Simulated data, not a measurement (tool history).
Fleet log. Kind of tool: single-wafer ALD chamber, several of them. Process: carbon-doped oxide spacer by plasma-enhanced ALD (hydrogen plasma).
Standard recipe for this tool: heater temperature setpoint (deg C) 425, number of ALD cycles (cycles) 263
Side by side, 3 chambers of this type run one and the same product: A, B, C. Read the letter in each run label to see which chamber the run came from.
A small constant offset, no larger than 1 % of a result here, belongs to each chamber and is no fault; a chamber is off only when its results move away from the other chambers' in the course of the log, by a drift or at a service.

| run | day | heater temperature setpoint (deg C) | number of ALD cycles (cycles) | hours since the last thermocouple change | read-back reference wafer on the same gauge, thickness_nm | mean film thickness on the monitor wafer (angstrom) |
|---|---|---|---|---|---|---|
| 1A | 0.308 | 425 | 263 | 177.4 | 10.789 | 120.3 |
| 2C | 0.575 | 425 | 263 | 1678.6 | 10.805 | 122.29 |
| 3B | 1.046 | 425 | 263 | 120.7 | 10.787 | 121.59 |
| 4A | 1.412 | 425 | 263 | 203.9 | 10.801 | 120.66 |
| 5C | 1.629 | 432 | 287 | 1703.9 | 10.799 | 129.92 |
| 6B | 1.888 | 432 | 287 | 140.9 | 10.81 | 129.64 |
| 7B | 2.254 | 432 | 287 | 149.7 | 10.812 | 129.8 |
| 8C | 2.592 | 425 | 263 | 1727 | 10.804 | 122.72 |
| 9A | 2.929 | 425 | 263 | 240.3 | 10.806 | 120.91 |
| 10B | 3.408 | 425 | 263 | 177.4 | 10.801 | 122.16 |
| 11C | 3.796 | 425 | 263 | 1755.9 | 10.793 | 122.11 |
| 12A | 4.125 | 425 | 263 | 269 | 10.8 | 120.27 |
| 13A | 4.429 | 425 | 263 | 276.3 | 10.792 | 120.45 |
| 14B | 4.654 | 425 | 263 | 207.3 | 10.794 | 122.1 |
| 15C | 4.988 | 425 | 263 | 1784.5 | 10.799 | 121.8 |
| 16C | 5.258 | 425 | 263 | 1791 | 10.808 | 122 |
| 17A | 5.633 | 425 | 263 | 305.2 | 10.802 | 121.25 |
| 18B | 6.021 | 425 | 263 | 240.1 | 10.801 | 122.29 |
| 19B | 6.325 | 418 | 212 | 247.4 | 10.8 | 100.12 |
| 20A | 6.658 | 418 | 212 | 329.8 | 10.798 | 98.758 |
| 21C | 6.967 | 418 | 212 | 1832 | 10.801 | 100.94 |
| 22C | 7.238 | 425 | 263 | 1838.5 | 10.795 | 121.83 |
| 23A | 7.629 | 425 | 263 | 353.1 | 10.799 | 120.66 |
| 24B | 8.071 | 425 | 263 | 289.3 | 10.802 | 121.85 |

Is one chamber off against the others, does the gauge drift, or is nothing wrong? If a chamber is off, say which, and what the likeliest cause is.

No chamber is off and the gauge is stable; the differences are just each chamber's small, constant offset.

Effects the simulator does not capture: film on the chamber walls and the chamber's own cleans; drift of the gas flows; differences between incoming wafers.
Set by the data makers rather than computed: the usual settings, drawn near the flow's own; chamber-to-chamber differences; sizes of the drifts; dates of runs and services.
